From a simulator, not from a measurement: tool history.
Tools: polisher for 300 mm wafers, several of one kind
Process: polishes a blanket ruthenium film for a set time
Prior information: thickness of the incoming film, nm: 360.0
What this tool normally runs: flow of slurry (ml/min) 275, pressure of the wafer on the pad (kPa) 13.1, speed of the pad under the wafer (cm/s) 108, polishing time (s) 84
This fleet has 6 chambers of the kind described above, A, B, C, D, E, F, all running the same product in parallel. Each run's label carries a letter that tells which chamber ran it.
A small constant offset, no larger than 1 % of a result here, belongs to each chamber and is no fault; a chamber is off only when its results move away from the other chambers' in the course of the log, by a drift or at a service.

| run | day | flow of slurry (ml/min) | pressure of the wafer on the pad (kPa) | speed of the pad under the wafer (cm/s) | polishing time (s) | wafers polished on this pad | hours since the slurry nozzle was cleaned | hours since the head pressure was calibrated | film removed (angstrom) |
|---|---|---|---|---|---|---|---|---|---|
| 1B | 0.288 | 275 | 13.1 | 108 | 84 | 1326 | 199.8 | 822.8 | 991.18 |
|  | 0.4 | chamber B: worn pad replaced by a new one |
| 2D | 0.6 | 275 | 13.1 | 108 | 84 | 415 | 132.5 | 1319.9 | 983.66 |
| 3A | 1.071 | 275 | 13.1 | 108 | 84 | 1416 | 133.9 | 831 | 994.52 |
| 4E | 1.421 | 275 | 13.1 | 108 | 84 | 269 | 366.2 | 621.3 | 989.65 |
|  | 1.596 | chamber E: slurry nozzle cleaned |
|  | 1.862 | chamber F: worn pad replaced by a new one |
| 5C | 1.929 | 275 | 13.1 | 108 | 84 | 590 | 212.7 | 289.9 | 982.85 |
|  | 1.938 | chamber C: worn pad replaced by a new one |
|  | 2.1 | chamber A: worn pad replaced by a new one |
| 6F | 2.412 | 275 | 13.1 | 108 | 84 | 100 | 138.6 | 904.1 | 985.66 |
| 7E | 2.858 | 275 | 13.1 | 108 | 84 | 531 | 30.4 | 655.8 | 994.26 |
| 8D | 3.346 | 275 | 13.1 | 108 | 84 | 915 | 198.4 | 1385.8 | 1005.5 |
|  | 3.454 | chamber D: slurry nozzle cleaned |
| 9B | 3.979 | 275 | 13.1 | 108 | 84 | 651 | 288.4 | 911.4 | 999.33 |
|  | 4.075 | chamber E: worn pad replaced by a new one |
|  | 4.092 | chamber F: head pressure recalibrated |
| 10F | 4.429 | 275 | 13.1 | 108 | 84 | 467 | 187 | 8.1 | 965.91 |
|  | 4.454 | chamber D: worn pad replaced by a new one |
| 11C | 5.004 | 275 | 13.1 | 108 | 84 | 557 | 286.5 | 363.7 | 1001 |
| 12A | 5.525 | 275 | 13.1 | 108 | 84 | 622 | 240.8 | 937.9 | 965.69 |
|  | 6.071 | chamber C: worn pad replaced by a new one |
|  | 6.117 | chamber B: head pressure recalibrated |
| 13A | 6.138 | 275 | 13.1 | 108 | 84 | 734 | 255.5 | 952.6 | 981.43 |
|  | 6.267 | chamber F: worn pad replaced by a new one |
| 14B | 6.454 | 275 | 13.1 | 108 | 84 | 1101 | 347.8 | 8.2 | 995.02 |
| 15C | 7.054 | 220 | 13.1 | 108 | 67 | 179 | 335.7 | 412.9 | 773.26 |
|  | 7.212 | chamber A: slurry nozzle cleaned |
|  | 7.55 | chamber B: worn pad replaced by a new one |
|  | 7.571 | chamber E: worn pad replaced by a new one |
| 16F | 7.683 | 220 | 13.1 | 108 | 67 | 257 | 265.1 | 86.2 | 772.29 |
| 17D | 7.988 | 220 | 13.1 | 108 | 67 | 642 | 108.9 | 1497.2 | 787.83 |
| 18E | 8.3 | 220 | 13.1 | 108 | 67 | 132 | 161 | 786.4 | 767.09 |
| 19D | 8.646 | 220 | 13.1 | 108 | 67 | 762 | 124.7 | 1513 | 787.04 |
| 20C | 9.292 | 220 | 13.1 | 108 | 67 | 586 | 389.4 | 466.6 | 758.22 |
|  | 9.417 | chamber A: worn pad replaced by a new one |
| 21A | 9.575 | 275 | 13.1 | 108 | 84 | 29 | 56.7 | 1035.1 | 997.03 |
|  | 9.617 | chamber A: head pressure recalibrated |
|  | 9.696 | chamber C: worn pad replaced by a new one |
| 22E | 10.092 | 275 | 13.1 | 108 | 84 | 458 | 204 | 829.4 | 975.57 |
| 23B | 10.442 | 360 | 13.1 | 108 | 104 | 526 | 443.5 | 103.9 | 1246.1 |
| 24F | 10.912 | 360 | 13.1 | 108 | 104 | 845 | 342.6 | 163.7 | 1217.6 |
|  | 11.075 | chamber D: worn pad replaced by a new one |
| 25C | 11.408 | 360 | 13.1 | 108 | 104 | 311 | 440.2 | 517.4 | 1282.6 |
|  | 11.521 | chamber C: head pressure recalibrated |
|  | 11.596 | chamber E: worn pad replaced by a new one |
|  | 11.617 | chamber D: slurry nozzle cleaned |
|  | 11.946 | chamber F: worn pad replaced by a new one |
| 26F | 11.975 | 360 | 13.1 | 108 | 104 | 5 | 368.1 | 189.2 | 1258.1 |
| 27B | 12.512 | 360 | 13.1 | 108 | 104 | 902 | 493.2 | 153.6 | 1225.2 |
|  | 13.021 | chamber D: head pressure recalibrated |
| 28E | 13.121 | 360 | 13.1 | 108 | 104 | 277 | 276.7 | 902.1 | 1254.8 |
|  | 13.267 | chamber C: worn pad replaced by a new one |
| 29A | 13.625 | 275 | 13.1 | 108 | 84 | 766 | 153.9 | 96.2 | 967.03 |
| 30D | 13.912 | 195 | 13.1 | 108 | 84 | 516 | 55.2 | 21.4 | 952.85 |
|  | 14.212 | chamber B: slurry nozzle cleaned |
| 31F | 14.317 | 195 | 13.1 | 108 | 84 | 431 | 424.3 | 245.4 | 945.94 |
| 32E | 14.954 | 195 | 13.1 | 108 | 84 | 611 | 320.7 | 946.1 | 942.61 |
| 33A | 15.267 | 195 | 13.1 | 108 | 84 | 1064 | 193.3 | 135.6 | 942.07 |
|  | 15.379 | chamber E: worn pad replaced by a new one |
|  | 15.554 | chamber B: worn pad replaced by a new one |
| 34C | 15.608 | 195 | 13.1 | 108 | 84 | 426 | 541 | 98.2 | 939.45 |
| 35D | 16.025 | 195 | 13.1 | 108 | 84 | 900 | 105.9 | 72.1 | 982.78 |
|  | 16.092 | chamber A: worn pad replaced by a new one |
| 36B | 16.404 | 275 | 13.1 | 108 | 84 | 155 | 52.6 | 247 | 987.63 |
|  | 16.667 | chamber F: worn pad replaced by a new one |
| 37B | 16.967 | 275 | 13.1 | 108 | 84 | 257 | 66.1 | 260.5 | 979.47 |
|  | 17.446 | chamber E: slurry nozzle cleaned |
| 38F | 17.533 | 305 | 13.1 | 144 | 84 | 157 | 501.5 | 322.6 | 1329.9 |
| 39E | 17.829 | 305 | 13.1 | 144 | 84 | 445 | 9.2 | 1015.1 | 1346.6 |
| 40A | 18.254 | 305 | 13.1 | 144 | 84 | 394 | 265 | 207.3 | 1328.7 |

Which is it: a chamber that has drifted or been left off by a service, a gauge drift common to all chambers, or only each chamber's usual small offset? If a chamber is off, name it and its likeliest cause.

Neither any chamber nor the gauge drifts; the chambers differ only by their own small, steady offsets.
